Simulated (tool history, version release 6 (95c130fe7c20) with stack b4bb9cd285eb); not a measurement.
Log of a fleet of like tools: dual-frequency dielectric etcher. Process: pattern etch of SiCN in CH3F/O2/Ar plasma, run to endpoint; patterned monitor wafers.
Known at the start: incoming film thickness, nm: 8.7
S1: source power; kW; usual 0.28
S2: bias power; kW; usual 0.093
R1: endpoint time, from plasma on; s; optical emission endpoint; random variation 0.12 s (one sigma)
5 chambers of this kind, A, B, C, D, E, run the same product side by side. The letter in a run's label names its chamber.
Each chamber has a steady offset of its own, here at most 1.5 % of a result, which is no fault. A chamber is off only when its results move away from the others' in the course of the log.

{"run": "1E", "hour": 5.8, "S1": 0.28, "S2": 0.093, "R1": 23.976}
{"run": "2A", "hour": 9.8, "S1": 0.28, "S2": 0.093, "R1": 24.189}
{"run": "3D", "hour": 12.5, "S1": 0.28, "S2": 0.093, "R1": 23.874}
{"run": "4C", "hour": 15.2, "S1": 0.28, "S2": 0.093, "R1": 24.358}
{"run": "5B", "hour": 19.0, "S1": 0.25, "S2": 0.083, "R1": 26.225}
{"run": "6C", "hour": 21.8, "S1": 0.25, "S2": 0.083, "R1": 26.735}
{"hour": 25.7, "done": "chamber E: wet clean of the chamber"}
{"run": "7A", "hour": 27.6, "S1": 0.25, "S2": 0.083, "R1": 26.519}
{"run": "8E", "hour": 33.0, "S1": 0.25, "S2": 0.083, "R1": 26.061}
{"run": "9D", "hour": 37.7, "S1": 0.25, "S2": 0.083, "R1": 25.862}
{"run": "10B", "hour": 41.5, "S1": 0.28, "S2": 0.093, "R1": 23.999}
{"run": "11E", "hour": 47.5, "S1": 0.28, "S2": 0.093, "R1": 23.849}
{"run": "12A", "hour": 52.4, "S1": 0.28, "S2": 0.093, "R1": 24.437}
{"run": "13C", "hour": 57.5, "S1": 0.28, "S2": 0.093, "R1": 24.53}
{"run": "14B", "hour": 60.8, "S1": 0.28, "S2": 0.093, "R1": 24.098}
{"run": "15D", "hour": 65.7, "S1": 0.28, "S2": 0.093, "R1": 23.982}
{"run": "16A", "hour": 71.0, "S1": 0.28, "S2": 0.093, "R1": 24.591}
{"run": "17B", "hour": 73.8, "S1": 0.28, "S2": 0.093, "R1": 23.919}
{"run": "18C", "hour": 79.8, "S1": 0.28, "S2": 0.093, "R1": 24.6}
{"run": "19E", "hour": 83.3, "S1": 0.28, "S2": 0.093, "R1": 24.144}
{"run": "20D", "hour": 88.0, "S1": 0.24, "S2": 0.075, "R1": 27.431}
{"run": "21E", "hour": 91.3, "S1": 0.24, "S2": 0.075, "R1": 27.741}
{"run": "22B", "hour": 95.5, "S1": 0.24, "S2": 0.075, "R1": 28.013}
{"run": "23D", "hour": 99.5, "S1": 0.24, "S2": 0.075, "R1": 27.2}
{"run": "24A", "hour": 103.4, "S1": 0.24, "S2": 0.075, "R1": 27.709}
{"run": "25C", "hour": 107.7, "S1": 0.28, "S2": 0.093, "R1": 24.737}
{"run": "26C", "hour": 111.8, "S1": 0.28, "S2": 0.114, "R1": 22.821}
{"run": "27D", "hour": 115.4, "S1": 0.28, "S2": 0.114, "R1": 22.116}
{"hour": 119.4, "done": "chamber C: bias power generator calibrated"}
{"run": "28B", "hour": 120.3, "S1": 0.28, "S2": 0.114, "R1": 22.149}
{"run": "29E", "hour": 124.9, "S1": 0.28, "S2": 0.114, "R1": 21.951}
{"run": "30A", "hour": 128.0, "S1": 0.28, "S2": 0.114, "R1": 22.191}
{"run": "31C", "hour": 132.6, "S1": 0.28, "S2": 0.093, "R1": 24.94}
{"run": "32B", "hour": 137.7, "S1": 0.28, "S2": 0.093, "R1": 24.011}
{"run": "33E", "hour": 142.6, "S1": 0.28, "S2": 0.093, "R1": 24.093}
{"run": "34A", "hour": 146.8, "S1": 0.28, "S2": 0.093, "R1": 24.174}
{"run": "35D", "hour": 150.9, "S1": 0.28, "S2": 0.093, "R1": 23.746}
{"run": "36A", "hour": 156.5, "S1": 0.28, "S2": 0.093, "R1": 24.451}
{"run": "37B", "hour": 162.2, "S1": 0.28, "S2": 0.093, "R1": 23.925}
{"run": "38D", "hour": 165.3, "S1": 0.28, "S2": 0.093, "R1": 23.798}
{"run": "39E", "hour": 168.6, "S1": 0.35, "S2": 0.076, "R1": 23.987}
{"run": "40C", "hour": 171.7, "S1": 0.35, "S2": 0.076, "R1": 24.74}
{"run": "41E", "hour": 176.5, "S1": 0.35, "S2": 0.076, "R1": 23.831}

All 5 chambers run these settings next. Forecast each chamber's results:
{"run": "42A", "hour": 180.8, "S1": 0.28, "S2": 0.093, "R1": "?"}
{"run": "42B", "hour": 180.8, "S1": 0.28, "S2": 0.093, "R1": "?"}
{"run": "42C", "hour": 180.8, "S1": 0.28, "S2": 0.093, "R1": "?"}
{"run": "42D", "hour": 180.8, "S1": 0.28, "S2": 0.093, "R1": "?"}
{"run": "42E", "hour": 180.8, "S1": 0.28, "S2": 0.093, "R1": "?"}

run=42A R1=24.252
run=42B R1=24.132
run=42C R1=25.084
run=42D R1=23.757
run=42E R1=24.045
